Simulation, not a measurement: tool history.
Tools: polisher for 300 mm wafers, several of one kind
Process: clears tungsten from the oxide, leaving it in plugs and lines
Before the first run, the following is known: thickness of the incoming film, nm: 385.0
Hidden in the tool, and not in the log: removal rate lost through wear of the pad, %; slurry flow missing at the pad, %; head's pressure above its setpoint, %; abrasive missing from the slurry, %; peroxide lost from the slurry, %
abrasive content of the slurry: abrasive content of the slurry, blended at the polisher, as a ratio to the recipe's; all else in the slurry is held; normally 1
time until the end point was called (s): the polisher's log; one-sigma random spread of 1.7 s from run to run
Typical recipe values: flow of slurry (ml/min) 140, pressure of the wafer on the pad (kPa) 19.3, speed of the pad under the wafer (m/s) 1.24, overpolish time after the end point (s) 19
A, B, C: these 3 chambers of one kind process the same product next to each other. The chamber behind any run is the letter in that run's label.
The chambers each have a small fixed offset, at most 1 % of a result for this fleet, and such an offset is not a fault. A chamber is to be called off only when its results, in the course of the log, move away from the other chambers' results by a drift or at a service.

run,hour,flow of slurry (ml/min),pressure of the wafer on the pad (kPa),speed of the pad under the wafer (m/s),abrasive content of the slurry,overpolish time after the end point (s),wafers polished on this pad,hours since the slurry nozzle was cleaned,hours since the head pressure was calibrated,hours since the slurry blender was calibrated,hours since the slurry got fresh peroxide,time until the end point was called (s)
# hour 2.8: chamber B: slurry tank refilled with fresh slurry and peroxide
1C,9.0,140,19.3,1.24,1,19,335,503.0,642.0,75.0,30.7,96.668
2A,16.8,140,19.3,1.24,1,19,309,122.6,580.4,158.0,23.7,94.817
3B,23.1,140,19.3,1.24,1,19,348,276.2,191.9,60.3,20.4,95.251
4B,28.6,140,19.3,1.24,1,19,398,281.7,197.4,65.8,25.9,94.611
# hour 33.3: chamber C: slurry nozzle cleaned
5A,33.4,140,19.3,1.24,1,19,462,139.2,597.0,174.6,40.3,97.934
6C,38.7,140,19.3,1.24,1,19,609,5.5,671.7,104.7,60.4,94.403
7C,47.2,140,19.3,1.24,1,19,687,14.0,680.2,113.2,68.9,96.390
8A,52.3,140,19.3,1.24,1,19,636,158.1,615.9,193.5,59.2,92.935
9B,59.9,140,19.3,1.24,1,27,687,313.0,228.7,97.1,57.2,96.253
# hour 60.6: chamber A: slurry blender recalibrated
10C,65.6,140,19.3,1.24,1,27,857,32.4,698.6,131.6,87.3,97.737
11B,72.2,140,19.3,1.24,1,27,800,325.3,241.0,109.4,69.5,95.646
12A,79.0,175,19.3,1.24,1,19,882,184.8,642.6,18.5,85.9,91.161
# hour 85.3: chamber B: slurry tank refilled with fresh slurry and peroxide
13A,86.9,175,19.3,1.24,1,19,955,192.7,650.5,26.4,93.8,90.529
14B,94.0,175,19.3,1.24,1,19,1002,347.1,262.8,131.2,8.7,94.134
# hour 96.7: chamber A: worn pad replaced by a new one
15C,99.0,110,19.3,1.24,1,19,1165,65.8,732.0,165.0,120.7,103.490
16B,103.5,110,19.3,1.24,1,19,1089,356.6,272.3,140.7,18.2,102.560
17A,111.6,110,19.3,1.24,1,19,137,217.4,675.2,51.1,118.5,103.580
18C,117.6,140,19.3,1.24,1,19,1336,84.4,750.6,183.6,139.3,98.361
19C,122.1,140,19.3,1.24,1,19,1378,88.9,755.1,188.1,143.8,98.639
20A,129.4,140,19.3,1.24,1,19,301,235.2,693.0,68.9,136.3,100.320
# hour 132.1: chamber C: slurry tank refilled with fresh slurry and peroxide
21B,135.2,140,19.3,1.24,1,19,1382,388.3,304.0,172.4,49.9,96.011
# hour 138.7: chamber C: worn pad replaced by a new one
22B,140.7,140,21.4,1.24,1,19,1432,393.8,309.5,177.9,55.4,87.345
23A,145.6,140,21.4,1.24,1,19,451,251.4,709.2,85.1,152.5,92.383
24C,155.0,140,21.4,1.24,1,19,150,121.8,788.0,221.0,22.9,88.059
# hour 160.8: chamber B: worn pad replaced by a new one
# hour 161.4: chamber B: slurry tank refilled with fresh slurry and peroxide
# hour 161.9: chamber C: slurry blender recalibrated
25B,163.7,140,19.3,1.24,1,19,27,416.8,332.5,200.9,2.4,94.145
26A,173.1,140,19.3,1.24,1,19,705,278.9,736.7,112.6,180.0,102.690
27C,180.3,140,19.3,1.24,1,19,384,147.1,813.3,18.4,48.2,97.082
28A,189.2,140,19.3,1.24,1,19,853,295.0,752.8,128.7,196.1,102.260
29C,198.0,140,19.3,1.24,1,19,547,164.8,831.0,36.1,65.9,99.295

Is one chamber out of step, is the gauge drifting, or do the chambers differ by no more than their own small offsets? For an off chamber, give its letter and the likeliest cause.

Chamber A drifts away from the others.
Cause: peroxide lost from the slurry, % = 24.3.
The log may not tell that from: slurry flow missing at the pad, %; head's pressure below its setpoint, %; abrasive missing from the slurry, %.

Which of the 4 candidates below, each the usual settings with something changed and its results left as question marks, puts chamber A back in line with what the other chambers give on the usual settings?
Allowed miss from the other chambers' usual-settings mean, per result, to count as in line: time until the end point was called (s) 5.900
30A-1,204.8,140,20.0,1.30,1.00,19,,,,,,?
30A-2,204.8,85,19.3,1.24,0.65,19,,,,,,?
30A-3,204.8,140,18.6,1.18,1.00,19,,,,,,?
30A-4,204.8,145,19.3,1.52,1.00,19,,,,,,?

Usual-settings mean across the other chambers: time until the end point was called (s) 96.732
run,time until the end point was called (s)
30A-1,98.920
30A-2,133.530
30A-3,117.010
30A-4,87.295
Change 30A-1 lands the chamber within the allowed miss of the other chambers.
